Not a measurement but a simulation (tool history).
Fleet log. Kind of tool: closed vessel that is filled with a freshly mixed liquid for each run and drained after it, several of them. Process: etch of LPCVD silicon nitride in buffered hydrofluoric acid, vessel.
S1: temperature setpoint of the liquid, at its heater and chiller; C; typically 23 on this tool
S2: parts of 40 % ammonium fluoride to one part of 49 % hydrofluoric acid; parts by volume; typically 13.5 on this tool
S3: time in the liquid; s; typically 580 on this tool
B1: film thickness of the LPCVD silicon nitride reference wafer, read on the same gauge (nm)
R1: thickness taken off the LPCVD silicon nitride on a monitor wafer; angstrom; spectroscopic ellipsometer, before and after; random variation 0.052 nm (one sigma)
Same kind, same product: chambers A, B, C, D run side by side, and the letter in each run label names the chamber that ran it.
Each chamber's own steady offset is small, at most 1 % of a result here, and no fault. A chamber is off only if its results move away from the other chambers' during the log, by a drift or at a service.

run 1B hour=5.0 | S1=23 S2=13.5 S3=580 | B1=149.99 | R1=50.810
run 2D hour=10.4 | S1=23 S2=13.5 S3=580 | B1=150.01 | R1=53.613
run 3A hour=14.0 | S1=23 S2=13.5 S3=580 | B1=149.99 | R1=52.223
run 4C hour=17.5 | S1=23 S2=13.5 S3=580 | B1=149.99 | R1=53.387
run 5C hour=21.6 | S1=23 S2=13.5 S3=580 | B1=150.02 | R1=52.236
run 6B hour=25.7 | S1=23 S2=13.5 S3=580 | B1=150.01 | R1=52.215
run 7A hour=29.0 | S1=23 S2=13.5 S3=310 | B1=150.00 | R1=27.663
run 8D hour=33.6 | S1=23 S2=13.5 S3=310 | B1=149.99 | R1=27.894
run 9D hour=39.3 | S1=23 S2=13.5 S3=310 | B1=150.00 | R1=28.463
run 10B hour=44.1 | S1=23 S2=13.5 S3=310 | B1=150.00 | R1=27.871
run 11C hour=48.4 | S1=23 S2=13.5 S3=580 | B1=150.01 | R1=52.717
run 12A hour=51.8 | S1=23 S2=13.5 S3=580 | B1=150.01 | R1=51.486
run 13B hour=56.2 | S1=23 S2=13.5 S3=580 | B1=150.00 | R1=52.785
run 14D hour=60.3 | S1=23 S2=13.5 S3=580 | B1=150.00 | R1=53.571
run 15C hour=64.8 | S1=23 S2=13.5 S3=580 | B1=150.01 | R1=52.485
run 16A hour=70.4 | S1=23 S2=13.5 S3=580 | B1=149.99 | R1=50.659
run 17C hour=75.4 | S1=23 S2=13.5 S3=580 | B1=150.00 | R1=53.374
run 18A hour=78.6 | S1=23 S2=13.5 S3=580 | B1=150.01 | R1=49.245
run 19D hour=82.2 | S1=23 S2=13.5 S3=580 | B1=149.98 | R1=52.830
run 20B hour=85.7 | S1=23 S2=13.5 S3=580 | B1=150.00 | R1=52.540
run 21C hour=88.3 | S1=23 S2=13.5 S3=305 | B1=149.98 | R1=27.996
run 22A hour=94.2 | S1=23 S2=13.5 S3=305 | B1=150.01 | R1=25.978
run 23B hour=97.1 | S1=23 S2=13.5 S3=305 | B1=149.99 | R1=27.638
run 24D hour=99.7 | S1=23 S2=13.5 S3=305 | B1=149.98 | R1=28.280
run 25D hour=103.7 | S1=23 S2=13.5 S3=580 | B1=150.00 | R1=53.912
run 26C hour=108.5 | S1=23 S2=13.5 S3=580 | B1=150.00 | R1=52.686
run 27B hour=113.0 | S1=23 S2=13.5 S3=580 | B1=150.00 | R1=52.477
run 28A hour=117.9 | S1=23 S2=13.5 S3=580 | B1=150.00 | R1=47.997

What goes on in this fleet: one chamber off, a drifting gauge, or nothing beyond the chambers' own small offsets? Name the chamber and the cause, if any.

One chamber, A, drifts off from the rest bit by bit.
Likeliest cause: liquid colder than its thermometer reads (K) = 1.56.
With only this log, it may be confused with: hydrofluoric acid flow below the setpoint (%).

Here are 4 candidates for chamber A's next run, each the usual settings with a change, their results left as question marks. Which one brings its results back in line with what the others give on the usual settings?
In line here means within this much of the mean the other chambers give on the usual settings: R1 1.800 angstrom
run 29A-1 hour=122.1 | S1=23.0 S2=13.5 S3=525 | R1=?
run 29A-2 hour=122.1 | S1=22.5 S2=14.0 S3=515 | R1=?
run 29A-3 hour=122.1 | S1=23.0 S2=13.5 S3=695 | R1=?
run 29A-4 hour=122.1 | S1=23.0 S2=13.0 S3=615 | R1=?

On the usual settings, the other chambers give on average: R1 52.647 angstrom
run=29A-1 R1=43.376
run=29A-2 R1=39.901
run=29A-3 R1=57.421
run=29A-4 R1=52.739
It is 29A-4 that realigns the chamber with its peers.
